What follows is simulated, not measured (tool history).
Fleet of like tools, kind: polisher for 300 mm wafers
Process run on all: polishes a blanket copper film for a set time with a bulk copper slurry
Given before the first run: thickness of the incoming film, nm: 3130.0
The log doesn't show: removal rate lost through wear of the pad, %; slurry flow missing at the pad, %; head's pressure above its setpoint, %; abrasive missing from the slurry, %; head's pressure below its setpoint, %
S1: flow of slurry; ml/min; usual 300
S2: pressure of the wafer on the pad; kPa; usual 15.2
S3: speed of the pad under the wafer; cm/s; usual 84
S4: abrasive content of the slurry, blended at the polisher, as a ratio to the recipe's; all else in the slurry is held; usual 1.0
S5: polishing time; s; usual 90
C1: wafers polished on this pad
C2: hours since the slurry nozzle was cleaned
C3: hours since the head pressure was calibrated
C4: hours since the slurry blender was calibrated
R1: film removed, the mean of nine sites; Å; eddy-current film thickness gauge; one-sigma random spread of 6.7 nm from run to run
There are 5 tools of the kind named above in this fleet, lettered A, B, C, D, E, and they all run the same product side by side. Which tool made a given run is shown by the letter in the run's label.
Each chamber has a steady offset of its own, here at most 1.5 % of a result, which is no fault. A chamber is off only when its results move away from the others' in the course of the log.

-- hour=14.8 chamber D: worn pad replaced by a new one
run 1E hour=16.3 | S1=300 S2=15.2 S3=84 S4=1.0 S5=90 | C1=342 C2=702.0 C3=69.3 C4=41.9 | R1=4503.8
-- hour=26.0 chamber B: slurry nozzle cleaned
run 2B hour=29.7 | S1=300 S2=15.2 S3=84 S4=1.0 S5=90 | C1=769 C2=3.8 C3=505.4 C4=99.5 | R1=4561.6
-- hour=37.2 chamber B: slurry blender recalibrated
run 3A hour=40.1 | S1=300 S2=15.2 S3=84 S4=1.0 S5=90 | C1=1051 C2=93.2 C3=128.9 C4=106.4 | R1=4620.9
-- hour=42.1 chamber A: worn pad replaced by a new one
-- hour=43.6 chamber C: worn pad replaced by a new one
-- hour=44.8 chamber C: slurry nozzle cleaned
run 4D hour=49.8 | S1=300 S2=15.2 S3=84 S4=1.0 S5=90 | C1=348 C2=316.5 C3=375.6 C4=352.6 | R1=4668.7
run 5C hour=64.2 | S1=210 S2=15.2 S3=84 S4=1.0 S5=90 | C1=204 C2=19.4 C3=121.1 C4=375.6 | R1=4564.7
-- hour=69.8 chamber B: worn pad replaced by a new one
-- hour=70.2 chamber E: slurry nozzle cleaned
run 6B hour=77.6 | S1=210 S2=15.2 S3=84 S4=1.0 S5=90 | C1=78 C2=51.7 C3=553.3 C4=40.4 | R1=4476.7
-- hour=79.6 chamber E: worn pad replaced by a new one
-- hour=84.4 chamber D: slurry nozzle cleaned
run 7C hour=91.6 | S1=210 S2=15.2 S3=84 S4=1.0 S5=90 | C1=477 C2=46.8 C3=148.5 C4=403.0 | R1=4482.6
run 8A hour=98.9 | S1=210 S2=15.2 S3=84 S4=1.0 S5=90 | C1=564 C2=152.0 C3=187.7 C4=165.2 | R1=4448.4
run 9E hour=114.7 | S1=210 S2=15.2 S3=84 S4=1.0 S5=90 | C1=349 C2=44.5 C3=167.7 C4=140.3 | R1=4442.0
-- hour=116.0 chamber B: head pressure recalibrated
-- hour=122.0 chamber D: slurry blender recalibrated
run 10D hour=122.5 | S1=300 S2=15.2 S3=84 S4=1.0 S5=90 | C1=1071 C2=38.2 C3=448.3 C4=0.6 | R1=4675.0
run 11A hour=134.5 | S1=300 S2=15.2 S3=84 S4=1.0 S5=90 | C1=918 C2=187.6 C3=223.3 C4=200.8 | R1=4654.8
-- hour=141.4 chamber C: worn pad replaced by a new one
-- hour=143.5 chamber C: slurry blender recalibrated
run 12B hour=144.5 | S1=300 S2=15.2 S3=62 S4=1.0 S5=90 | C1=743 C2=118.6 C3=28.6 C4=107.3 | R1=3397.9
-- hour=148.9 chamber B: slurry blender recalibrated
run 13C hour=156.4 | S1=300 S2=15.2 S3=62 S4=1.0 S5=90 | C1=149 C2=111.6 C3=213.3 C4=13.0 | R1=3406.0
-- hour=161.0 chamber B: worn pad replaced by a new one
run 14E hour=164.1 | S1=300 S2=15.2 S3=62 S4=1.0 S5=90 | C1=840 C2=93.9 C3=217.1 C4=189.7 | R1=3391.8
run 15D hour=173.4 | S1=300 S2=15.2 S3=62 S4=1.0 S5=90 | C1=1577 C2=89.1 C3=499.2 C4=51.5 | R1=3396.6
-- hour=177.7 chamber D: worn pad replaced by a new one
-- hour=180.6 chamber A: worn pad replaced by a new one
run 16A hour=185.1 | S1=300 S2=15.2 S3=62 S4=1.0 S5=90 | C1=44 C2=238.2 C3=273.9 C4=251.4 | R1=3485.5
run 17B hour=192.6 | S1=300 S2=15.2 S3=84 S4=1.0 S5=90 | C1=314 C2=166.7 C3=76.7 C4=43.7 | R1=4685.1
-- hour=193.2 chamber E: worn pad replaced by a new one
-- hour=196.6 chamber A: slurry blender recalibrated
run 18C hour=206.0 | S1=300 S2=15.2 S3=84 S4=1.0 S5=90 | C1=642 C2=161.2 C3=262.9 C4=62.6 | R1=4723.3
run 19E hour=216.5 | S1=300 S2=15.2 S3=84 S4=1.0 S5=90 | C1=232 C2=146.3 C3=269.5 C4=242.1 | R1=4590.0
run 20D hour=226.5 | S1=300 S2=15.2 S3=84 S4=1.0 S5=90 | C1=485 C2=142.2 C3=552.3 C4=104.6 | R1=4601.6
run 21A hour=241.3 | S1=300 S2=18.6 S3=84 S4=1.2 S5=90 | C1=603 C2=294.4 C3=330.1 C4=44.7 | R1=5714.9
run 22C hour=257.5 | S1=300 S2=18.6 S3=84 S4=1.2 S5=90 | C1=1154 C2=212.7 C3=314.4 C4=114.1 | R1=6170.5
-- hour=265.4 chamber C: worn pad replaced by a new one
run 23D hour=267.6 | S1=300 S2=18.6 S3=84 S4=1.2 S5=90 | C1=894 C2=183.3 C3=593.4 C4=145.7 | R1=5866.7
-- hour=275.7 chamber B: worn pad replaced by a new one
-- hour=279.6 chamber B: slurry blender recalibrated
run 24E hour=280.7 | S1=300 S2=18.6 S3=84 S4=1.2 S5=90 | C1=870 C2=210.5 C3=333.7 C4=306.3 | R1=5871.3
run 25B hour=289.4 | S1=300 S2=18.6 S3=84 S4=1.2 S5=90 | C1=137 C2=263.5 C3=173.5 C4=9.8 | R1=5947.6
-- hour=292.5 chamber A: worn pad replaced by a new one
run 26A hour=297.9 | S1=300 S2=15.2 S3=84 S4=1.0 S5=90 | C1=54 C2=351.0 C3=386.7 C4=101.3 | R1=4566.6
-- hour=304.2 chamber E: worn pad replaced by a new one
-- hour=307.2 chamber E: head pressure recalibrated
-- hour=308.3 chamber C: head pressure recalibrated
run 27B hour=313.4 | S1=300 S2=15.2 S3=84 S4=1.0 S5=90 | C1=375 C2=287.5 C3=197.5 C4=33.8 | R1=4744.1
run 28C hour=323.6 | S1=300 S2=15.2 S3=84 S4=1.0 S5=90 | C1=579 C2=278.8 C3=15.3 C4=180.2 | R1=4681.2
-- hour=327.1 chamber E: slurry blender recalibrated
-- hour=331.3 chamber D: worn pad replaced by a new one
run 29E hour=336.3 | S1=385 S2=15.2 S3=84 S4=1.0 S5=90 | C1=320 C2=266.1 C3=29.2 C4=9.3 | R1=4699.2
run 30D hour=346.9 | S1=385 S2=15.2 S3=84 S4=1.0 S5=90 | C1=155 C2=262.6 C3=672.7 C4=225.0 | R1=4587.0
run 31B hour=358.0 | S1=385 S2=15.2 S3=84 S4=1.0 S5=90 | C1=819 C2=332.1 C3=242.1 C4=78.4 | R1=4701.2
-- hour=366.5 chamber C: worn pad replaced by a new one
run 32E hour=369.6 | S1=385 S2=15.2 S3=84 S4=1.0 S5=90 | C1=651 C2=299.4 C3=62.5 C4=42.6 | R1=4743.3
-- hour=378.1 chamber B: slurry blender recalibrated
run 33C hour=381.3 | S1=385 S2=15.2 S3=84 S4=1.0 S5=90 | C1=147 C2=336.5 C3=73.0 C4=237.9 | R1=4804.9
-- hour=386.9 chamber B: worn pad replaced by a new one
run 34D hour=389.6 | S1=300 S2=15.2 S3=84 S4=1.0 S5=70 | C1=580 C2=305.3 C3=715.4 C4=267.7 | R1=3692.6
-- hour=402.1 chamber E: worn pad replaced by a new one
run 35A hour=405.5 | S1=300 S2=15.2 S3=84 S4=1.0 S5=70 | C1=1124 C2=458.6 C3=494.3 C4=208.9 | R1=3604.7
run 36A hour=420.2 | S1=300 S2=15.2 S3=84 S4=1.0 S5=70 | C1=1270 C2=473.3 C3=509.0 C4=223.6 | R1=3690.8
-- hour=421.7 chamber A: worn pad replaced by a new one
run 37E hour=436.5 | S1=300 S2=15.2 S3=84 S4=1.0 S5=70 | C1=342 C2=366.3 C3=129.4 C4=109.5 | R1=3582.2
run 38B hour=449.5 | S1=300 S2=15.2 S3=84 S4=1.0 S5=70 | C1=623 C2=423.6 C3=333.6 C4=71.4 | R1=3568.0
-- hour=462.6 chamber D: slurry blender recalibrated
-- hour=465.4 chamber C: worn pad replaced by a new one
run 39D hour=465.6 | S1=300 S2=15.2 S3=84 S4=1.0 S5=90 | C1=1335 C2=381.3 C3=791.4 C4=3.1 | R1=4663.6
-- hour=473.2 chamber D: worn pad replaced by a new one
run 40C hour=479.2 | S1=300 S2=15.2 S3=84 S4=1.0 S5=90 | C1=137 C2=434.4 C3=170.9 C4=335.8 | R1=4654.7
-- hour=484.8 chamber C: slurry nozzle cleaned
run 41A hour=492.1 | S1=300 S2=15.2 S3=84 S4=1.0 S5=90 | C1=700 C2=545.2 C3=580.9 C4=295.5 | R1=4778.8
-- hour=504.8 chamber D: slurry nozzle cleaned
run 42C hour=506.1 | S1=300 S2=15.2 S3=84 S4=1.0 S5=90 | C1=404 C2=21.3 C3=197.8 C4=362.7 | R1=4715.8
run 43D hour=517.0 | S1=300 S2=15.2 S3=84 S4=1.0 S5=90 | C1=436 C2=12.2 C3=842.8 C4=54.5 | R1=4606.9

Each of the 5 chambers runs these same settings next. Fill in every chamber's results:
run 44A hour=528.7 | S1=300 S2=17.2 S3=84 S4=1.0 S5=90 | R1=?
run 44B hour=528.7 | S1=300 S2=17.2 S3=84 S4=1.0 S5=90 | R1=?
run 44C hour=528.7 | S1=300 S2=17.2 S3=84 S4=1.0 S5=90 | R1=?
run 44D hour=528.7 | S1=300 S2=17.2 S3=84 S4=1.0 S5=90 | R1=?
run 44E hour=528.7 | S1=300 S2=17.2 S3=84 S4=1.0 S5=90 | R1=?

run=44A R1=5298.1
run=44B R1=5308.6
run=44C R1=5501.4
run=44D R1=5271.8
run=44E R1=5196.1
